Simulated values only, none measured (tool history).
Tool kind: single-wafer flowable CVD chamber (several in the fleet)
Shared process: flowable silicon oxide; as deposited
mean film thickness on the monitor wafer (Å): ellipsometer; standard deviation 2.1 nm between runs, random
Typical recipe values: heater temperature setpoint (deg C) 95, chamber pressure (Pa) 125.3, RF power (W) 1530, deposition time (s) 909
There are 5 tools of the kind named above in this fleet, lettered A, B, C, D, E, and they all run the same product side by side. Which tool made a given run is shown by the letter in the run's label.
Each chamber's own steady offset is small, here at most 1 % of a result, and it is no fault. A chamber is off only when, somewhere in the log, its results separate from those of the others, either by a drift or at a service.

run   hour  heater temperature setpoint (deg C)  chamber pressure (Pa)  RF power (W)  deposition time (s)  read-back reference wafer on the same gauge, thickness_nm  mean film thickness on the monitor wafer (Å)
 1E    6.2                                   95                  125.3          1530                  909                                                     836.96                                        7499.3
 2A   15.1                                   95                  125.3          1530                  909                                                      837.2                                        7514.4
 3D     22                                   95                  125.3          1530                  909                                                     837.01                                        7423.3
 4C   28.4                                   95                  125.3          1530                  909                                                     837.12                                        7531.7
 5B   40.2                                   95                  125.3          1530                  909                                                     837.72                                        7450.3
 6C   52.7                                   95                  125.3          1530                  909                                                     837.12                                        7534.7
 7A     64                                   95                  125.3          1530                  909                                                     836.96                                        7498.5
 8E     72                                   95                  125.3          1530                  909                                                     837.37                                        7475.9
 9D   80.1                                   95                  125.3          1530                  909                                                     836.42                                        7448.1
10B     88                                   95                  125.3          1275                  909                                                     837.19                                        6959.8
11B     99                                   95                  125.3          1275                  909                                                     837.08                                        7028.9
     102.6  -- chamber A: RF generator calibrated
12E  108.3                                   95                  125.3          1275                  909                                                     837.11                                        7046.4
13D  114.9                                   95                  125.3          1275                  909                                                     836.87                                        6993.7
14C    128                                   95                  125.3          1275                  909                                                     836.84                                        7097.9
15A  136.2                                   95                  135.5          1530                  909                                                     837.22                                        8235.3
     140.2  -- chamber B: RF generator calibrated
16C  142.7                                   95                  135.5          1530                  909                                                      837.5                                        8309.1
17B  151.7                                   95                  135.5          1530                  909                                                      836.7                                        8234.5
18E  160.9                                   95                  135.5          1530                  909                                                     837.55                                          8254
19A  169.9                                   95                  135.5          1530                  909                                                     836.27                                        8219.3
20D  181.8                                   95                  125.3          1530                  909                                                     836.72                                          7446
21A  191.4                                   95                  125.3          1530                  909                                                     837.78                                        7470.9
22B  202.6                                   95                  125.3          1530                  909                                                     837.23                                        7461.2
23D  215.2                                   95                  110.7          1665                  909                                                      836.9                                        6580.4
24C  226.1                                   95                  110.7          1665                  909                                                     837.49                                        6561.6
25E  237.1                                   95                  110.7          1665                  909                                                     837.28                                        6640.1
26C  248.8                                   95                  110.7          1665                  909                                                     836.51                                        6552.5
27D  260.3                                   95                  110.7          1665                  909                                                     837.58                                        6588.4
     268.5  -- chamber C: capacitance manometer re-zeroed and calibrated
28A  272.7                                   95                  125.3          1530                  909                                                     837.17                                        7466.9
29E  278.7                                   95                  125.3          1530                  909                                                     836.74                                        7523.9
     284.5  -- chamber D: capacitance manometer re-zeroed and calibrated
30B  287.8                                   95                  125.3          1530                  909                                                     837.45                                        7469.6
31D  295.2                                   95                  125.3          1530                  909                                                      837.3                                        7463.1
32C  304.2                                   95                  125.3          1530                  909                                                     837.01                                        7544.2
33A  315.3                                   95                  125.3          1530                  909                                                     837.17                                        7476.6
34E  326.3                                   95                  125.3          1530                  909                                                     836.84                                        7498.6
35B  334.2                                   95                  125.3          1530                  909                                                     836.76                                        7430.7
36B  341.5                                   95                  108.4          1425                  909                                                     837.04                                          6079

For the next run the whole fleet of 5 chambers uses the same settings. Give each chamber's results:
37A   351                                   95                  125.3          1530                  909                                                                                                        ?
37B   351                                   95                  125.3          1530                  909                                                                                                        ?
37C   351                                   95                  125.3          1530                  909                                                                                                        ?
37D   351                                   95                  125.3          1530                  909                                                                                                        ?
37E   351                                   95                  125.3          1530                  909                                                                                                        ?

run  mean film thickness on the monitor wafer (Å)
37A                                        7521.2
37B                                        7473.5
37C                                        7494.9
37D                                        7479.3
37E                                        7490.5
